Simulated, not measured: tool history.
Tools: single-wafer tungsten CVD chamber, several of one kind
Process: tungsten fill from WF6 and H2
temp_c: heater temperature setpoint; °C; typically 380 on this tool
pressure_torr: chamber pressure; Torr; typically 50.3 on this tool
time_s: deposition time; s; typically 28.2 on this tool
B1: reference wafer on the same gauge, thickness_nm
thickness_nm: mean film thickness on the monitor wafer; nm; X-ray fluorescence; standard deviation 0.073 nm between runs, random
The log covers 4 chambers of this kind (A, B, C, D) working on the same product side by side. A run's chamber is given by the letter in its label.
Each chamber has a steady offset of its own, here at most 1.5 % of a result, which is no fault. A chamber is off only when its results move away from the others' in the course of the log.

run 1A hour=9.8 | temp_c=380 pressure_torr=50.3 time_s=28.2 | B1=58.19 | thickness_nm=71.635
run 2B hour=16.2 | temp_c=380 pressure_torr=50.3 time_s=28.2 | B1=58.217 | thickness_nm=71.212
run 3C hour=24.3 | temp_c=380 pressure_torr=50.3 time_s=28.2 | B1=58.218 | thickness_nm=70.699
run 4D hour=29.3 | temp_c=380 pressure_torr=50.3 time_s=28.2 | B1=58.216 | thickness_nm=71.308
run 5C hour=38.1 | temp_c=380 pressure_torr=50.3 time_s=28.2 | B1=58.228 | thickness_nm=70.748
run 6A hour=47 | temp_c=392 pressure_torr=45.1 time_s=28.2 | B1=58.242 | thickness_nm=86.446
run 7B hour=52.9 | temp_c=392 pressure_torr=45.1 time_s=28.2 | B1=58.246 | thickness_nm=85.766
run 8D hour=58 | temp_c=392 pressure_torr=45.1 time_s=28.2 | B1=58.249 | thickness_nm=85.891
run 9D hour=63 | temp_c=392 pressure_torr=45.1 time_s=28.2 | B1=58.247 | thickness_nm=85.808
run 10C hour=68.5 | temp_c=380 pressure_torr=50.3 time_s=28.2 | B1=58.255 | thickness_nm=70.683
run 11B hour=78 | temp_c=380 pressure_torr=50.3 time_s=28.2 | B1=58.258 | thickness_nm=71.381
run 12A hour=85 | temp_c=380 pressure_torr=50.3 time_s=28.2 | B1=58.27 | thickness_nm=71.67
run 13D hour=94.4 | temp_c=380 pressure_torr=50.3 time_s=28.2 | B1=58.267 | thickness_nm=71.391
run 14B hour=100.7 | temp_c=380 pressure_torr=39.5 time_s=28.2 | B1=58.275 | thickness_nm=63.648
run 15A hour=109 | temp_c=380 pressure_torr=39.5 time_s=28.2 | B1=58.301 | thickness_nm=64.086
run 16C hour=118.4 | temp_c=380 pressure_torr=39.5 time_s=28.2 | B1=58.297 | thickness_nm=63.462
run 17B hour=126.4 | temp_c=380 pressure_torr=39.5 time_s=28.2 | B1=58.297 | thickness_nm=63.629
run 18D hour=134.6 | temp_c=380 pressure_torr=57.1 time_s=33.6 | B1=58.302 | thickness_nm=89.957
run 19A hour=139.5 | temp_c=380 pressure_torr=57.1 time_s=33.6 | B1=58.326 | thickness_nm=90.422
run 20C hour=148.8 | temp_c=380 pressure_torr=57.1 time_s=33.6 | B1=58.306 | thickness_nm=89.222
run 21D hour=157.9 | temp_c=380 pressure_torr=57.1 time_s=33.6 | B1=58.327 | thickness_nm=89.928
run 22A hour=166.8 | temp_c=380 pressure_torr=50.3 time_s=28.2 | B1=58.345 | thickness_nm=71.789
run 23B hour=171.7 | temp_c=380 pressure_torr=50.3 time_s=28.2 | B1=58.337 | thickness_nm=71.455
run 24C hour=179.8 | temp_c=371 pressure_torr=50.3 time_s=28.2 | B1=58.336 | thickness_nm=58.593
run 25B hour=187.3 | temp_c=371 pressure_torr=50.3 time_s=28.2 | B1=58.346 | thickness_nm=59.254
run 26A hour=196.9 | temp_c=371 pressure_torr=50.3 time_s=28.2 | B1=58.367 | thickness_nm=59.478
run 27D hour=205.5 | temp_c=371 pressure_torr=50.3 time_s=28.2 | B1=58.378 | thickness_nm=59.384
run 28C hour=210.1 | temp_c=380 pressure_torr=50.3 time_s=32.4 | B1=58.377 | thickness_nm=81.608
run 29C hour=218.1 | temp_c=380 pressure_torr=50.3 time_s=32.4 | B1=58.369 | thickness_nm=81.439
run 30B hour=226.2 | temp_c=380 pressure_torr=50.3 time_s=32.4 | B1=58.394 | thickness_nm=82.39
run 31A hour=232.1 | temp_c=380 pressure_torr=50.3 time_s=32.4 | B1=58.383 | thickness_nm=82.489
run 32D hour=237.9 | temp_c=380 pressure_torr=50.3 time_s=28.2 | B1=58.39 | thickness_nm=71.526
run 33B hour=246 | temp_c=380 pressure_torr=50.3 time_s=28.2 | B1=58.398 | thickness_nm=71.563
run 34C hour=252.2 | temp_c=380 pressure_torr=39.6 time_s=28.2 | B1=58.403 | thickness_nm=63.653
run 35A hour=259.6 | temp_c=380 pressure_torr=39.6 time_s=28.2 | B1=58.414 | thickness_nm=64.23
run 36D hour=265.4 | temp_c=380 pressure_torr=39.6 time_s=28.2 | B1=58.409 | thickness_nm=64.098
run 37D hour=273.8 | temp_c=380 pressure_torr=39.6 time_s=28.2 | B1=58.434 | thickness_nm=64.048
run 38A hour=282.2 | temp_c=380 pressure_torr=44.8 time_s=25.4 | B1=58.431 | thickness_nm=61.43
run 39C hour=288.2 | temp_c=380 pressure_torr=44.8 time_s=25.4 | B1=58.439 | thickness_nm=60.606
run 40B hour=296.6 | temp_c=380 pressure_torr=44.8 time_s=25.4 | B1=58.437 | thickness_nm=60.934

Is one chamber off against the others, does the gauge drift, or is nothing wrong? If a chamber is off, say which, and what the likeliest cause is.

It is the gauge, not a chamber: its drift shows up in every chamber's results at once, and no chamber is off.
What lies behind it: gauge reads high (%) = 0.425.

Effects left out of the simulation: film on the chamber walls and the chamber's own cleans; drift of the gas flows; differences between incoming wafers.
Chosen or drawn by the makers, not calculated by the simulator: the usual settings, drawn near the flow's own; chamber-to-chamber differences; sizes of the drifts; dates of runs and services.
